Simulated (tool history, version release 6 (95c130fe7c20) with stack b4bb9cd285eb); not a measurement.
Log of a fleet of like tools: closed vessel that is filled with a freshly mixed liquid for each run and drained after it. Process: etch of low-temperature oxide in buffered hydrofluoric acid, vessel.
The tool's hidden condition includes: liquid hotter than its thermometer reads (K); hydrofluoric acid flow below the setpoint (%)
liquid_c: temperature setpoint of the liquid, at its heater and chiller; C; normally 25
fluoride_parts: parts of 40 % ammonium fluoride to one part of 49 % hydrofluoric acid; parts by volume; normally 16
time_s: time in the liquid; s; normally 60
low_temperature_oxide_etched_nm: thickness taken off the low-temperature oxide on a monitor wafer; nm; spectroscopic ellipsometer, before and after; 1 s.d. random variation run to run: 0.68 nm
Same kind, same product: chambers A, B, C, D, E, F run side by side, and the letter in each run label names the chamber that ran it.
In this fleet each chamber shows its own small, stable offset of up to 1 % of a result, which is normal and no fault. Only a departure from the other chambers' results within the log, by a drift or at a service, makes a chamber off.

run,hour,liquid_c,fluoride_parts,time_s,hours since the thermometer was replaced,hours since the hydrofluoric acid flow meter was replaced,"read-back film thickness of the low-temperature oxide reference wafer, read on the same gauge (nm)",low_temperature_oxide_etched_nm
1D,7.8,25,16,60,1432.4,212,90.009,113.77
2E,18.8,25,16,60,1175,109,89.998,116.01
3F,31.4,25,16,60,1961.7,407.2,90.016,114.11
4C,38.8,25,16,60,405.3,224.6,89.99,113.14
5A,45.7,25,16,60,1639.2,1757.2,90.006,116.05
6B,54.4,25,16,60,1633.5,670.2,90.022,113.01
7D,65.2,25,16,60,1489.8,269.4,90.023,112.3
8E,77.8,20.5,16,75,1234,168,89.997,113.42
9C,85.7,20.5,16,75,452.2,271.5,89.999,111.86
10A,97.1,20.5,16,75,1690.6,1808.6,89.99,111.47
11B,107.1,20.5,16,75,1686.2,722.9,89.997,111.02
12F,112.7,20.5,16,75,2043,488.5,90.01,111.86
13A,125.3,20.5,16,75,1718.8,1836.8,89.995,112.78
14F,132.5,25,16,60,2062.8,508.3,89.994,114.01
15B,140.4,25,16,60,1719.5,756.2,90.042,113.51
16E,147.4,25,16,60,1303.6,237.6,89.992,116.25
# hour 153.9: chamber F: thermometer replaced
17D,153.9,25,16,60,1578.5,358.1,90.016,113.15
18C,161.6,28.5,10.5,60,528.1,347.4,89.998,206.68
19B,172.5,28.5,10.5,60,1751.6,788.3,89.977,207.16
# hour 177.4: chamber E: thermometer replaced
20C,178.5,28.5,10.5,60,545,364.3,89.997,204.12
21E,186.7,28.5,10.5,60,9.3,276.9,89.99,207.03
22A,194.5,28.5,10.5,60,1788,1906,89.981,211.38
23D,203.2,28.5,10.5,60,1627.8,407.4,89.976,207.88
24F,212.9,25,16,60,59.1,588.7,90.022,110.88
# hour 218.9: chamber A: hydrofluoric acid flow meter replaced
25B,221,25,16,60,1800.1,836.8,89.993,114.25
26F,228,25,16,60,74.2,603.8,90.01,110
27A,239.8,25,16,60,1833.3,21,90.004,115.44
28E,251.9,25,16,60,74.5,342.1,89.997,114.82
# hour 259.8: chamber C: hydrofluoric acid flow meter replaced
29D,263.2,25,16,60,1687.8,467.4,90.007,113.29
30C,275.8,25,16,60,642.3,16.1,89.998,113.43
31D,287,25,16,60,1711.6,491.2,89.992,112.95
32B,292.6,25,16,60,1871.7,908.4,89.99,114.23
33C,298.6,25,16,60,665.1,38.9,90.008,114.56
34F,306.7,25,16,60,152.9,682.5,90.008,106.83
35A,315.5,25,16,60,1909,96.7,89.987,115.5
36E,322.4,25,16,60,145,412.6,90.007,114.61

Does one chamber stand apart from the rest, does the shared gauge drift, or is all well apart from small per-chamber offsets? Give the chamber and the most likely cause, where there is one.

One chamber, F, drifts off from the rest bit by bit.
Likeliest cause: hydrofluoric acid flow below the setpoint (%) = 7.68.

Below are 4 candidate recipes for chamber F's next run, each the usual settings with a change, their results shown as question marks. Which of them brings F's results back in line with what the other chambers give on the usual settings?
Allowed miss from the other chambers' usual-settings mean, per result, to count as in line: low_temperature_oxide_etched_nm 2.4 nm
37F-1,331.5,23.5,16,60,,,,?
37F-2,331.5,26.5,16,60,,,,?
37F-3,331.5,25,14,60,,,,?
37F-4,331.5,22.5,16,60,,,,?

The mean the other chambers reach with the usual settings: low_temperature_oxide_etched_nm 114.33 nm
run,low_temperature_oxide_etched_nm
37F-1,97.492
37F-2,114.5
37F-3,120.66
37F-4,92.323
It is 37F-2 that realigns the chamber with its peers.

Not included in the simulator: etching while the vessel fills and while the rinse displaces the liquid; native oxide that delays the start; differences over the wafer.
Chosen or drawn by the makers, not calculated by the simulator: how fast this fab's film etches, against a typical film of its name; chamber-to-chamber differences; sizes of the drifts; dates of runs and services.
